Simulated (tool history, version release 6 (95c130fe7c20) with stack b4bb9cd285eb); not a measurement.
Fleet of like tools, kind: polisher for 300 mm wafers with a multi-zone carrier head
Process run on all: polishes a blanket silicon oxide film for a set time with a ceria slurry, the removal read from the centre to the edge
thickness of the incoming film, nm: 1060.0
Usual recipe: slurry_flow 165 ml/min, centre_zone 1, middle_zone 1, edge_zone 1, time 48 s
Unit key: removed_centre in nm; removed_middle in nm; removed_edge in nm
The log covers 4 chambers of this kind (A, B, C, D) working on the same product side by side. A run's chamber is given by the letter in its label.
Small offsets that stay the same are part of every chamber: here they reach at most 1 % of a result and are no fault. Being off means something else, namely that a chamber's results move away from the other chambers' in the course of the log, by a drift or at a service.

run	hour	slurry_flow	centre_zone	middle_zone	edge_zone	time	wafers polished on this pad	hours since the slurry nozzle was cleaned	hours since the centre zone pressure was calibrated	hours since the edge zone pressure was calibrated	removed_centre	removed_middle	removed_edge
1D	7.9	165	1	1	1	48	920	823.4	532.4	143.3	183.15	181.73	176.53
2C	15.8	165	1	1	1	48	1050	678.9	56.2	417.2	181.41	179.46	181
3A	21.3	165	1	1	1	48	259	36.6	635.9	325.7	184.63	184.58	182.38
4B	25.1	165	1	1	1	48	370	199.4	108.7	311.1	183.35	180.47	179.84
5A	32.5	165	1	1	1	48	358	47.8	647.1	336.9	182.88	184.77	180.7
6B	37.2	165	1	1	1	48	477	211.5	120.8	323.2	180.01	181.35	182.12
7D	43.9	165	1	1	1	48	1239	859.4	568.4	179.3	177.62	178.92	179.98
# hour 47.6: chamber C: worn pad replaced by a new one
8C	48.8	165	1	1	1	39	10	711.9	89.2	450.2	148.69	147.09	147.39
9A	54.4	165	1	1	1	39	552	69.7	669	358.8	147.34	147.22	146.43
10D	58.9	165	1	1	1	39	1371	874.4	583.4	194.3	148.86	145.63	142.57
11B	64.6	165	1	1	1	39	719	238.9	148.2	350.6	149.17	146.93	149.6
# hour 69.4: chamber D: worn pad replaced by a new one
12C	72.6	165	1	1	1	48	221	735.7	113	474	184.51	183.09	177.54
13A	77.8	165	1	1	1.11	48	759	93.1	692.4	382.2	184.12	183.05	190.18
# hour 80.4: chamber A: worn pad replaced by a new one
# hour 80.7: chamber B: worn pad replaced by a new one
14C	84.4	165	1	1	1.11	48	325	747.5	124.8	485.8	180.24	181.91	195.54
15D	91	165	1	1	1.11	48	191	906.5	615.5	226.4	176.92	177.58	191.51
# hour 98.2: chamber D: slurry nozzle cleaned
16B	99.2	165	1	1	1.11	48	163	273.5	182.8	385.2	179.26	183.2	192.59
17C	106.7	165	1	1	0.9	48	522	769.8	147.1	508.1	181.2	181.28	171.92
18A	111.8	165	1	1	0.9	48	278	127.1	726.4	416.2	185.37	184.14	171.62
# hour 112: chamber C: slurry nozzle cleaned
19D	116.5	165	1	1	0.9	48	416	18.4	641	251.9	182.71	181.12	170.48
20B	121.9	165	1	1	0.9	48	364	296.2	205.5	407.9	179.93	181.96	175.17
21C	127.7	165	1	1	1	48	708	15.7	168.1	529.1	184.7	180.12	178.66
22A	135.1	165	1	0.91	0.95	48	484	150.4	749.7	439.5	188.22	167.51	175.55
23B	139.8	165	1	0.91	0.95	48	522	314.1	223.4	425.8	181.12	166.41	179.14
24D	145.8	165	1	0.91	0.95	48	675	47.7	670.3	281.2	183.79	165.86	176.44
# hour 147: chamber B: slurry nozzle cleaned
25C	152.8	165	1	0.91	0.95	48	930	40.8	193.2	554.2	179.46	167.37	176.11
26D	160.1	165	1	1	1	48	802	62	684.6	295.5	184.27	181.12	182.19
# hour 162.6: chamber A: edge zone pressure recalibrated
27B	164.2	165	1	1	1	48	738	17.3	247.8	450.2	184.62	183.16	182.13
# hour 167.1: chamber A: worn pad replaced by a new one
28A	169.9	165	1	1	1	48	25	185.2	784.5	7.3	191	183.03	180.71
29B	173.8	165	1	1	1	48	823	26.9	257.4	459.8	180.82	181.55	183.52
30C	181.2	165	1	1	1	48	1181	69.2	221.6	582.6	183.88	183.81	183.36
# hour 182.1: chamber B: worn pad replaced by a new one
31A	185.2	165	1	1	1	48	160	200.5	799.8	22.6	191.9	185.29	181.71
# hour 190.8: chamber C: worn pad replaced by a new one
32D	192.7	165	1	1	1	48	1090	94.6	717.2	328.1	181.22	177.9	180.8
33C	200.6	165	1	1	1	48	87	88.6	241	602	178.78	183.22	179.37
34A	206.7	165	1	1	1	48	350	222	821.3	44.1	189.88	179.36	184.31
35D	214.9	165	1	1	1	48	1286	116.8	739.4	350.3	182.72	181.26	178.28
36B	223.1	165	1	1	1	48	363	76.2	306.7	509.1	181.1	184.38	180.78
37B	229.1	165	1	1	1	48	416	82.2	312.7	515.1	182.61	183.11	180.44

Decide between three cases: one chamber stands off from its peers, the gauge reading all wafers drifts, or nothing is wrong past each chamber's small offset. Where a chamber is off, say which and what most likely put it there.

Little by little, chamber A moves away from the other chambers.
Cause: centre zone's pressure above its setpoint, % = 5.68.

Here are 4 candidates for chamber A's next run, each the usual settings with a change, their results left as question marks. Which one brings its results back in line with what the others give on the usual settings?
Counts as in line when no further than this from what the other chambers average on the usual settings: removed_centre 7.1 nm; removed_middle 5.7 nm; removed_edge 6 nm
38A-1	235.2	160	0.95	1.01	1.02	48					?	?	?
38A-2	235.2	170	1.05	0.99	0.98	48					?	?	?
38A-3	235.2	155	0.89	1.01	1.04	48					?	?	?
38A-4	235.2	175	1.11	0.99	0.96	48					?	?	?

The other chambers' mean on the usual settings: removed_centre 182.12 nm; removed_middle 181.79 nm; removed_edge 182.09 nm
run	removed_centre	removed_middle	removed_edge
38A-1	183.21	182.92	182.47
38A-2	206.7	181.41	180.1
38A-3	169.45	181.92	183.6
38A-4	220.69	182.23	178.82
With 38A-1, the chamber falls back in line with the rest.

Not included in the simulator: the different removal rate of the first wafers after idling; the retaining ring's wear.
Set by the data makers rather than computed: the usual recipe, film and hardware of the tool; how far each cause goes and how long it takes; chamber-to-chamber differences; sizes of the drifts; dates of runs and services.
